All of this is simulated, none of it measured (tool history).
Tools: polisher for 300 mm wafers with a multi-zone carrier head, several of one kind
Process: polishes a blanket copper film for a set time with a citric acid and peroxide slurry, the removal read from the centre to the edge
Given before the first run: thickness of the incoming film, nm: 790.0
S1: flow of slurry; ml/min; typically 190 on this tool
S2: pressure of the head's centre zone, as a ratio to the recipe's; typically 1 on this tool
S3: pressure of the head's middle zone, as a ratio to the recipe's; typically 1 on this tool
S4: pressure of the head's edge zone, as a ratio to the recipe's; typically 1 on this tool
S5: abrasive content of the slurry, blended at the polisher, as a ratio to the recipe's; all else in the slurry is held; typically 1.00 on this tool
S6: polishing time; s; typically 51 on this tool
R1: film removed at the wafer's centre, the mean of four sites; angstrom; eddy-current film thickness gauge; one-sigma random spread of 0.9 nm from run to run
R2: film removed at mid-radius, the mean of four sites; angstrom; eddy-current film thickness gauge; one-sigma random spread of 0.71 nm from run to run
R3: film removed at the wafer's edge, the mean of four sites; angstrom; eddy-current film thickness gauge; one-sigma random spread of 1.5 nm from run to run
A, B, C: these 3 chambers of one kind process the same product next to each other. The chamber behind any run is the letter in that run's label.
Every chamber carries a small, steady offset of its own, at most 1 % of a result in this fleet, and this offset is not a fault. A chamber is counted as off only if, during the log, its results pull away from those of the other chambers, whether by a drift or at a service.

| run | day | S1 | S2 | S3 | S4 | S5 | S6 | R1 | R2 | R3 |
|---|---|---|---|---|---|---|---|---|---|---|
|  | 0.321 | chamber B: worn pad replaced by a new one |
| 1B | 0.350 | 190 | 1 | 1 | 1 | 1.00 | 51 | 1087.40 | 1065.20 | 1074.00 |
|  | 0.396 | chamber C: centre zone pressure recalibrated |
| 2C | 0.688 | 190 | 1 | 1 | 1 | 1.00 | 51 | 1080.80 | 1057.20 | 1071.50 |
| 3A | 1.229 | 190 | 1 | 1 | 1 | 1.00 | 51 | 1067.00 | 1059.80 | 1073.10 |
|  | 1.533 | chamber A: worn pad replaced by a new one |
| 4C | 1.650 | 190 | 1 | 1 | 1 | 1.00 | 51 | 1049.90 | 1050.90 | 1082.30 |
| 5A | 2.108 | 190 | 1 | 1 | 1 | 1.00 | 51 | 1065.70 | 1067.70 | 1037.20 |
| 6B | 2.608 | 190 | 1 | 1 | 1 | 1.00 | 51 | 1080.50 | 1068.10 | 1076.50 |
|  | 2.671 | chamber B: worn pad replaced by a new one |
| 7A | 2.988 | 150 | 1 | 1 | 1 | 1.00 | 51 | 993.28 | 1007.30 | 1001.30 |
| 8C | 3.442 | 150 | 1 | 1 | 1 | 1.00 | 51 | 1009.20 | 1007.80 | 1037.30 |
| 9B | 3.800 | 150 | 1 | 1 | 1 | 1.00 | 51 | 1016.10 | 1027.30 | 1051.70 |
|  | 3.842 | chamber C: worn pad replaced by a new one |
|  | 3.958 | chamber A: worn pad replaced by a new one |
| 10A | 4.208 | 190 | 1 | 1 | 1 | 1.00 | 51 | 1052.70 | 1052.60 | 1042.20 |
| 11B | 4.750 | 190 | 1 | 1 | 1 | 1.00 | 51 | 1059.70 | 1059.70 | 1069.60 |
| 12C | 5.058 | 190 | 1 | 1 | 1 | 1.00 | 51 | 1045.30 | 1054.80 | 1051.00 |
|  | 5.304 | chamber B: worn pad replaced by a new one |
|  | 5.446 | chamber A: edge zone pressure recalibrated |
| 13A | 5.517 | 190 | 1 | 1 | 1 | 1.00 | 51 | 1043.60 | 1032.40 | 1005.90 |
| 14C | 5.858 | 190 | 1 | 1 | 1 | 1.00 | 51 | 1059.30 | 1058.60 | 1087.00 |
| 15B | 6.175 | 190 | 1 | 1 | 1 | 1.00 | 51 | 1086.00 | 1056.40 | 1084.10 |
|  | 6.517 | chamber B: slurry nozzle cleaned |
| 16A | 6.546 | 190 | 1 | 1 | 1 | 1.00 | 51 | 1044.90 | 1049.60 | 1067.70 |
| 17B | 6.896 | 190 | 1 | 1 | 1 | 1.00 | 51 | 1073.60 | 1059.50 | 1073.60 |
|  | 6.921 | chamber A: worn pad replaced by a new one |
| 18C | 7.362 | 190 | 1 | 1 | 1 | 1.00 | 51 | 1054.30 | 1044.60 | 1080.30 |
| 19C | 7.612 | 190 | 1 | 1 | 1 | 1.00 | 51 | 1045.10 | 1061.00 | 1057.40 |
| 20B | 7.867 | 190 | 1 | 1 | 1 | 1.00 | 51 | 1071.40 | 1063.50 | 1091.30 |
|  | 8.171 | chamber C: worn pad replaced by a new one |
|  | 8.171 | chamber B: worn pad replaced by a new one |
| 21A | 8.233 | 190 | 1 | 1 | 1 | 0.90 | 45 | 880.89 | 880.38 | 889.68 |
| 22C | 8.550 | 190 | 1 | 1 | 1 | 0.90 | 45 | 924.12 | 913.39 | 903.53 |
| 23B | 9.025 | 190 | 1 | 1 | 1 | 0.90 | 45 | 922.74 | 913.79 | 923.13 |
|  | 9.367 | chamber A: worn pad replaced by a new one |
| 24A | 9.458 | 190 | 1 | 1 | 1 | 1.00 | 51 | 1014.70 | 1024.90 | 1039.10 |
| 25A | 9.717 | 190 | 1 | 1 | 1 | 1.00 | 51 | 1004.40 | 1013.50 | 1034.30 |
| 26B | 10.050 | 190 | 1 | 1 | 1 | 1.00 | 51 | 1076.70 | 1060.20 | 1072.20 |
| 27C | 10.408 | 190 | 1 | 1 | 1 | 1.00 | 51 | 1058.80 | 1051.90 | 1057.00 |
|  | 10.588 | chamber B: worn pad replaced by a new one |
| 28A | 10.750 | 190 | 1 | 1 | 1 | 1.00 | 51 | 989.03 | 992.54 | 1033.60 |
| 29C | 11.258 | 190 | 1 | 1 | 1 | 1.00 | 51 | 1052.60 | 1050.90 | 1066.50 |
|  | 11.450 | chamber A: centre zone pressure recalibrated |
| 30B | 11.575 | 190 | 1 | 1 | 1 | 1.00 | 51 | 1071.80 | 1052.50 | 1089.50 |
| 31A | 11.821 | 190 | 1 | 1 | 1 | 1.00 | 51 | 997.95 | 993.90 | 1010.50 |
| 32B | 12.138 | 190 | 1 | 1 | 1 | 1.00 | 51 | 1073.90 | 1065.40 | 1077.60 |
|  | 12.283 | chamber A: worn pad replaced by a new one |
|  | 12.550 | chamber C: worn pad replaced by a new one |
| 33C | 12.567 | 190 | 1 | 1 | 1 | 1.00 | 51 | 1055.20 | 1058.40 | 1062.10 |
| 34A | 13.033 | 190 | 1 | 1 | 1 | 1.00 | 51 | 979.94 | 999.55 | 990.86 |
|  | 13.362 | chamber B: worn pad replaced by a new one |
| 35B | 13.554 | 165 | 1 | 1 | 1 | 0.85 | 51 | 1028.00 | 988.73 | 1013.60 |

Next, every chamber runs the same settings. What will each give?
| 36A | 13.954 | 190 | 1 | 1 | 1 | 1.00 | 51 | ? | ? | ? |
| 36B | 13.954 | 190 | 1 | 1 | 1 | 1.00 | 51 | ? | ? | ? |
| 36C | 13.954 | 190 | 1 | 1 | 1 | 1.00 | 51 | ? | ? | ? |

| run | R1 | R2 | R3 |
|---|---|---|---|
| 36A | 962.70 | 982.72 | 1022.90 |
| 36B | 1071.40 | 1054.20 | 1064.10 |
| 36C | 1074.10 | 1062.30 | 1059.90 |

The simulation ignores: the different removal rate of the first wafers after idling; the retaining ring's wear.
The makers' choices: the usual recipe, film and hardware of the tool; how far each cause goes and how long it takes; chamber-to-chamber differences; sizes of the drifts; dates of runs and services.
